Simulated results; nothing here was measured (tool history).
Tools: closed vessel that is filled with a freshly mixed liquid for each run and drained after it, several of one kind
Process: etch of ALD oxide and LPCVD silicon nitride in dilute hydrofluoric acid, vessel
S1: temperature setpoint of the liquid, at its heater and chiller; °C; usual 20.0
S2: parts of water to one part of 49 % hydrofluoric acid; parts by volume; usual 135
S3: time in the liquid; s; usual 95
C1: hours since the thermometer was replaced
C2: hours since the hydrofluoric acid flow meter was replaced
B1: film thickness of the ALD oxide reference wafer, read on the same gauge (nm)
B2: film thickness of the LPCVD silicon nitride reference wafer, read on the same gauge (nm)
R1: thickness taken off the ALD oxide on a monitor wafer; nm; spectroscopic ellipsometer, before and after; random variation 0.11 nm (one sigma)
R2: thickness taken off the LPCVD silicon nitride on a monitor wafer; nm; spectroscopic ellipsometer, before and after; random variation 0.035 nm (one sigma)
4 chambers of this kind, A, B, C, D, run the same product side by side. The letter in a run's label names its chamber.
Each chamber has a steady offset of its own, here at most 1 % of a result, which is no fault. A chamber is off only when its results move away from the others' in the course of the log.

run	hour	S1	S2	S3	C1	C2	B1	B2	R1	R2
1A	13.3	20.0	135	95	807.8	1070.4	140.00	39.985	11.971	0.26547
2D	23.8	20.0	135	95	1532.6	845.8	140.01	40.006	12.001	0.20180
3B	38.6	20.0	135	95	489.6	538.2	139.98	39.990	11.873	0.28176
4C	52.7	20.0	135	95	266.8	481.1	140.00	39.989	11.813	0.30977
5B	65.8	20.0	135	95	516.8	565.4	139.98	40.017	11.940	0.27645
6A	74.0	24.5	180	95	868.5	1131.1	140.02	39.986	10.224	0.25609
7D	89.4	24.5	180	95	1598.2	911.4	139.99	40.026	10.170	0.28684
8C	98.9	24.5	180	95	313.0	527.3	140.02	39.969	10.366	0.26825
9A	110.7	24.5	180	95	905.2	1167.8	140.01	40.043	10.255	0.30071
10C	118.8	20.0	135	95	332.9	547.2	140.03	39.983	12.044	0.32557
11D	130.7	20.0	135	95	1639.5	952.7	140.01	39.996	11.864	0.21617
12B	141.3	24.0	135	95	592.3	640.9	140.03	40.002	13.992	0.34917
13B	152.2	24.0	135	95	603.2	651.8	139.99	39.974	13.931	0.37020
14D	164.9	24.0	135	95	1673.7	986.9	139.98	39.978	13.958	0.29086
15A	179.1	24.0	135	95	973.6	1236.2	139.99	39.988	14.124	0.23899
16C	188.2	20.0	135	95	402.3	616.6	140.01	40.036	12.651	0.31799
17D	200.4	20.0	135	95	1709.2	1022.4	140.01	40.013	12.004	0.24149
18A	210.3	20.0	135	95	1004.8	1267.4	140.00	39.994	11.982	0.22075
19B	217.8	20.0	65	130	668.8	717.4	139.99	39.982	36.525	0.75133
20C	226.9	20.0	65	130	441.0	655.3	140.00	39.994	39.361	0.88400
21B	238.8	20.0	65	130	689.8	738.4	140.00	39.975	35.320	0.81769
22A	248.8	20.0	65	130	1043.3	1305.9	140.01	39.997	36.742	0.78074
23C	262.8	20.0	135	95	476.9	691.2	140.03	39.977	13.069	0.24401
24D	277.1	20.0	135	95	1785.9	1099.1	139.98	40.009	12.060	0.27821

Next, every chamber runs the same settings. What will each give?
25A	288.3	20.0	135	95					?	?
25B	288.3	20.0	135	95					?	?
25C	288.3	20.0	135	95					?	?
25D	288.3	20.0	135	95					?	?

run	R1	R2
25A	12.019	0.20115
25B	12.155	0.25066
25C	12.985	0.29617
25D	12.017	0.26362
